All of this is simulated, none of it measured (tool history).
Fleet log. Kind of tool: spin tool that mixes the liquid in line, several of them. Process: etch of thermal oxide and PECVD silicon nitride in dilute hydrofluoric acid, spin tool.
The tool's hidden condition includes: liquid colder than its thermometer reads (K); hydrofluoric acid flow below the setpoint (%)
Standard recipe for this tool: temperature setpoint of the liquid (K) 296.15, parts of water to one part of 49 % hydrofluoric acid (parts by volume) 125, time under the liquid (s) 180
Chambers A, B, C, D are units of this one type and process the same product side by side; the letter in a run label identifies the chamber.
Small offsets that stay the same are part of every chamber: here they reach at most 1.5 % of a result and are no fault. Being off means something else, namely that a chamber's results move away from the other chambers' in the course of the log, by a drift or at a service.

| run | hour | temperature setpoint of the liquid (K) | parts of water to one part of 49 % hydrofluoric acid (parts by volume) | time under the liquid (s) | hours since the thermometer was replaced | hours since the hydrofluoric acid flow meter was replaced | read-back film thickness of the thermal oxide reference wafer, read on the same gauge (nm) | read-back film thickness of the PECVD silicon nitride reference wafer, read on the same gauge (nm) | thickness taken off the thermal oxide on a monitor wafer (nm) | thickness taken off the PECVD silicon nitride on a monitor wafer (nm) |
|---|---|---|---|---|---|---|---|---|---|---|
| 1B | 4.4 | 296.15 | 125 | 180 | 1773.9 | 772.9 | 110.01 | 149.99 | 6.4468 | 2.7527 |
| 2A | 7.4 | 296.15 | 125 | 180 | 768.5 | 1248.4 | 109.97 | 149.97 | 6.4278 | 2.7338 |
| 3C | 9.6 | 296.15 | 125 | 180 | 965.3 | 823.1 | 109.98 | 150.04 | 6.3343 | 2.7786 |
| 4D | 14.1 | 296.15 | 125 | 180 | 634.9 | 94.6 | 110.01 | 150.01 | 6.3408 | 2.7686 |
| 5D | 16.7 | 296.15 | 125 | 180 | 637.5 | 97.2 | 110.02 | 150.01 | 6.4553 | 2.8604 |
| 6B | 19.2 | 296.15 | 125 | 180 | 1788.7 | 787.7 | 110.03 | 150.03 | 6.3718 | 2.7344 |
| 7C | 23.4 | 296.15 | 125 | 180 | 979.1 | 836.9 | 109.99 | 149.96 | 6.373 | 2.7951 |
| 8A | 27.5 | 296.15 | 125 | 180 | 788.6 | 1268.5 | 110.01 | 150.01 | 6.4276 | 2.7891 |
| 9B | 32.5 | 296.15 | 125 | 180 | 1802 | 801 | 110 | 149.98 | 6.4154 | 2.7353 |
| 10D | 34.9 | 296.15 | 125 | 180 | 655.7 | 115.4 | 110.02 | 150.02 | 6.3212 | 2.8304 |
| 11A | 37.8 | 296.15 | 125 | 180 | 798.9 | 1278.8 | 109.98 | 150.03 | 6.3664 | 2.775 |
| 12C | 40.3 | 296.15 | 125 | 180 | 996 | 853.8 | 109.99 | 150.03 | 6.433 | 2.7592 |
| 13C | 43.4 | 299.65 | 125 | 180 | 999.1 | 856.9 | 110.01 | 150.05 | 7.4026 | 3.4474 |
| 14D | 48.1 | 299.65 | 125 | 180 | 668.9 | 128.6 | 110 | 150 | 7.3561 | 3.5452 |
| 15A | 50.7 | 299.65 | 125 | 180 | 811.8 | 1291.7 | 110.02 | 149.97 | 7.2543 | 3.5067 |
| 16B | 54.4 | 299.65 | 125 | 180 | 1823.9 | 822.9 | 109.98 | 150.03 | 7.1276 | 3.3758 |
| 17A | 58.8 | 296.15 | 125 | 180 | 819.9 | 1299.8 | 110.03 | 150.02 | 6.477 | 2.8057 |
| 18B | 63.9 | 296.15 | 125 | 180 | 1833.4 | 832.4 | 110 | 149.98 | 6.2652 | 2.6549 |
| 19C | 67.4 | 296.15 | 125 | 180 | 1023.1 | 880.9 | 110.03 | 149.98 | 6.3839 | 2.7682 |
| 20D | 71.4 | 296.15 | 170 | 180 | 692.2 | 151.9 | 110.01 | 150.03 | 4.4783 | 2.0255 |
| 21A | 75.4 | 296.15 | 170 | 180 | 836.5 | 1316.4 | 110.02 | 149.97 | 4.5589 | 2.0585 |
| 22B | 80.3 | 296.15 | 170 | 180 | 1849.8 | 848.8 | 110 | 150.02 | 4.2537 | 1.9632 |
| 23C | 83.6 | 296.15 | 170 | 180 | 1039.3 | 897.1 | 109.98 | 149.99 | 4.4057 | 2.0249 |
| 24D | 86.1 | 296.15 | 125 | 180 | 706.9 | 166.6 | 109.98 | 150 | 6.4456 | 2.8297 |
| 25A | 90.5 | 296.15 | 125 | 180 | 851.6 | 1331.5 | 110.01 | 149.97 | 6.4418 | 2.8211 |
| 26D | 94.9 | 296.15 | 125 | 180 | 715.7 | 175.4 | 110.01 | 149.95 | 6.3305 | 2.8169 |
| 27B | 99.2 | 296.15 | 85 | 180 | 1868.7 | 867.7 | 109.96 | 150.03 | 9.486 | 3.8308 |
| 28C | 102.3 | 296.15 | 85 | 180 | 1058 | 915.8 | 110.01 | 149.98 | 9.8843 | 4.0371 |
| 29A | 106.3 | 296.15 | 85 | 180 | 867.4 | 1347.3 | 110.04 | 149.99 | 9.8754 | 3.9994 |
| 30B | 109.7 | 296.15 | 85 | 180 | 1879.2 | 878.2 | 110 | 150 | 9.2753 | 3.795 |
| 31D | 114.1 | 296.15 | 125 | 180 | 734.9 | 194.6 | 110.01 | 149.99 | 6.4295 | 2.8203 |
| 32C | 116.4 | 296.15 | 125 | 180 | 1072.1 | 929.9 | 109.97 | 149.97 | 6.3617 | 2.7542 |
| 33D | 119.6 | 296.15 | 125 | 180 | 740.4 | 200.1 | 110.03 | 150.01 | 6.405 | 2.8098 |
| 34A | 124.5 | 296.15 | 125 | 180 | 885.6 | 1365.5 | 110.03 | 149.97 | 6.4403 | 2.7652 |
| 35C | 128.8 | 296.15 | 125 | 180 | 1084.5 | 942.3 | 110.01 | 150.01 | 6.2614 | 2.8001 |
| 36B | 131.5 | 296.15 | 125 | 180 | 1901 | 900 | 109.98 | 150.01 | 5.8036 | 2.5228 |
| 37A | 135.6 | 293.65 | 125 | 180 | 896.7 | 1376.6 | 110.01 | 149.99 | 5.8299 | 2.3091 |

Does one chamber stand apart from the rest, does the shared gauge drift, or is all well apart from small per-chamber offsets? Give the chamber and the most likely cause, where there is one.

Little by little, chamber B moves away from the other chambers.
Cause: hydrofluoric acid flow below the setpoint (%) = 8.72.

Which of the 4 candidates below, each the usual settings with something changed and its results left as question marks, puts chamber B back in line with what the other chambers give on the usual settings?
Allowed miss from the other chambers' usual-settings mean, per result, to count as in line: thickness taken off the thermal oxide on a monitor wafer (nm) 0.19; thickness taken off the PECVD silicon nitride on a monitor wafer (nm) 0.11
| 38B-1 | 139.3 | 296.15 | 120 | 190 |  |  |  |  | ? | ? |
| 38B-2 | 139.3 | 296.65 | 120 | 200 |  |  |  |  | ? | ? |
| 38B-3 | 139.3 | 295.65 | 130 | 160 |  |  |  |  | ? | ? |
| 38B-4 | 139.3 | 296.15 | 130 | 170 |  |  |  |  | ? | ? |

On the usual settings, the other chambers give on average: thickness taken off the thermal oxide on a monitor wafer (nm) 6.3908; thickness taken off the PECVD silicon nitride on a monitor wafer (nm) 2.7842
| run | thickness taken off the thermal oxide on a monitor wafer (nm) | thickness taken off the PECVD silicon nitride on a monitor wafer (nm) |
|---|---|---|
| 38B-1 | 6.4276 | 2.7606 |
| 38B-2 | 6.8993 | 3.0026 |
| 38B-3 | 4.8416 | 2.0807 |
| 38B-4 | 5.2433 | 2.2828 |
38B-1 brings the chamber back in line.
